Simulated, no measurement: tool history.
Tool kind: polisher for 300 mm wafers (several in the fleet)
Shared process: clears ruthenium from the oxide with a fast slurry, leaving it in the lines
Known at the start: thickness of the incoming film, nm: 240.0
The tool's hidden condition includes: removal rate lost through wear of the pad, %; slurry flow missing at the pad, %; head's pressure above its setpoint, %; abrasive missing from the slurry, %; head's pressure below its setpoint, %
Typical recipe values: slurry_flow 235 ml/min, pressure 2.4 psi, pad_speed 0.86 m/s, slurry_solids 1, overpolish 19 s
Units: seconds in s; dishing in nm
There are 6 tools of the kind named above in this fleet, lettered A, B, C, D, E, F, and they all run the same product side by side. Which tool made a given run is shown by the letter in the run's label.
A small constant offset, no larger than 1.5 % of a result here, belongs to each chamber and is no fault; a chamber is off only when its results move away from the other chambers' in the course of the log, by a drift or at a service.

run,day,slurry_flow,pressure,pad_speed,slurry_solids,overpolish,wafers polished on this pad,hours since the slurry nozzle was cleaned,hours since the head pressure was calibrated,hours since the slurry blender was calibrated,seconds,dishing
1F,0.146,235,2.4,0.86,1,19,585,397.5,688.2,30.5,89.035,34.742
2A,0.321,235,2.4,0.86,1,19,906,327.8,593.4,75,88.924,33.545
# day 0.35: chamber F: worn pad replaced by a new one
# day 0.483: chamber D: worn pad replaced by a new one
3E,0.554,235,2.4,0.86,1,19,620,86.9,227.5,79.1,88.148,35.214
4B,0.767,235,2.4,0.86,1,19,724,275.1,384.2,101.9,90.129,35.31
5D,0.954,235,2.4,0.86,1,19,148,497.6,486.4,229.5,90.575,34.609
# day 1.054: chamber C: slurry nozzle cleaned
# day 1.088: chamber A: slurry nozzle cleaned
6C,1.088,235,2.4,0.86,1,19,757,0.8,1191.6,134.6,90.018,36.114
# day 1.133: chamber A: worn pad replaced by a new one
7F,1.3,235,2.4,0.86,1,19,300,425.2,715.9,58.2,91.5,34.994
8C,1.433,235,2.4,0.86,1,19,866,9.1,1199.9,142.9,90.404,35.604
9D,1.558,260,1.7,0.86,1,19,339,512.1,500.9,244,126.47,26.888
# day 1.592: chamber B: head pressure recalibrated
10B,1.708,260,1.7,0.86,1,19,1022,297.7,2.9,124.5,125.6,27.44
# day 1.842: chamber C: worn pad replaced by a new one
11A,1.917,260,1.7,0.86,1,19,248,20,631.7,113.3,125.08,27.559
12E,2.067,260,1.7,0.86,1,19,1098,123.2,263.8,115.4,126.4,26.887
13A,2.229,260,1.7,0.86,1,19,347,27.5,639.2,120.8,123.77,27.836
14F,2.392,260,1.7,0.86,1,19,645,451.4,742.1,84.4,125.68,27.609
# day 2.529: chamber E: worn pad replaced by a new one
# day 2.529: chamber F: worn pad replaced by a new one
15C,2.617,235,2.4,0.86,0.85,12,245,37.5,1228.3,171.3,96.828,23.757
# day 2.646: chamber C: head pressure recalibrated
16D,2.792,235,2.4,0.86,0.85,12,729,541.7,530.5,273.6,97.678,23.007
17B,2.95,235,2.4,0.86,0.85,12,1414,327.5,32.7,154.3,95.215,23.043
18E,3.179,235,2.4,0.86,0.85,12,206,149.9,290.5,142.1,96.294,22.716
19C,3.392,235,2.4,0.86,0.85,12,490,56.1,17.9,189.9,109.67,20.901
20E,3.525,235,2.4,0.86,0.85,12,315,158.2,298.8,150.4,96.576,22.342
# day 3.75: chamber B: worn pad replaced by a new one
21F,3.762,235,2.4,0.86,1.15,19,390,484.3,775,117.3,85.063,36.61
22D,3.962,235,2.4,0.86,1.15,19,1099,569.8,558.6,301.7,84.981,36.064
23B,4.188,235,2.4,0.86,1.15,19,138,357.2,62.4,184,83.396,36.957
# day 4.346: chamber A: worn pad replaced by a new one
24A,4.392,235,2.4,0.86,1.15,19,14,79.4,691.1,172.7,84.294,36.88
# day 4.517: chamber F: worn pad replaced by a new one
# day 4.521: chamber D: worn pad replaced by a new one
25B,4.567,235,2.4,0.86,1.15,19,258,366.3,71.5,193.1,83.938,36.199
26D,4.721,235,2.4,0.86,1.15,19,63,588,576.8,319.9,83.815,36.117
27A,4.892,235,2.4,0.86,1,19,172,91.4,703.1,184.7,90.101,35.033
28F,5.025,235,2.4,0.86,1,19,160,514.6,805.3,147.6,89.986,34.52
29C,5.179,235,2.4,0.86,1,19,1055,99,60.8,232.8,99.196,32.803
30E,5.321,235,2.4,0.86,1,19,883,201.3,341.9,193.5,88.896,34.581
# day 5.429: chamber D: slurry blender recalibrated
# day 5.55: chamber C: worn pad replaced by a new one
31B,5.562,235,2.4,0.86,1,19,573,390.2,95.4,217,89.631,35.135
# day 5.733: chamber E: worn pad replaced by a new one
32D,5.8,235,2.4,0.86,1,19,404,613.9,602.7,9,89.363,34.664
33C,5.95,235,2.4,0.86,1,19,127,117.5,79.3,251.3,99.464,32.148
# day 6.129: chamber E: slurry nozzle cleaned
34E,6.175,235,2,0.86,1.15,19,140,1.1,362.4,214,100.29,31.575
35F,6.421,235,2,0.86,1.15,19,602,548.1,838.8,181.1,101.92,32.375
36A,6.562,235,2,0.86,1.15,19,700,131.5,743.2,224.8,101.46,31.916
37C,6.717,235,2,0.86,1.15,19,369,135.9,97.7,269.7,112.61,29.056

Predict what each chamber gives when all 6 of them run the settings below next.
38A,6.9,235,2.4,0.86,1,19,,,,,?,?
38B,6.9,235,2.4,0.86,1,19,,,,,?,?
38C,6.9,235,2.4,0.86,1,19,,,,,?,?
38D,6.9,235,2.4,0.86,1,19,,,,,?,?
38E,6.9,235,2.4,0.86,1,19,,,,,?,?
38F,6.9,235,2.4,0.86,1,19,,,,,?,?

run,seconds,dishing
38A,91.243,35.153
38B,90.355,35.866
38C,99.437,32.42
38D,90.101,35.19
38E,89.361,34.863
38F,89.143,35.064
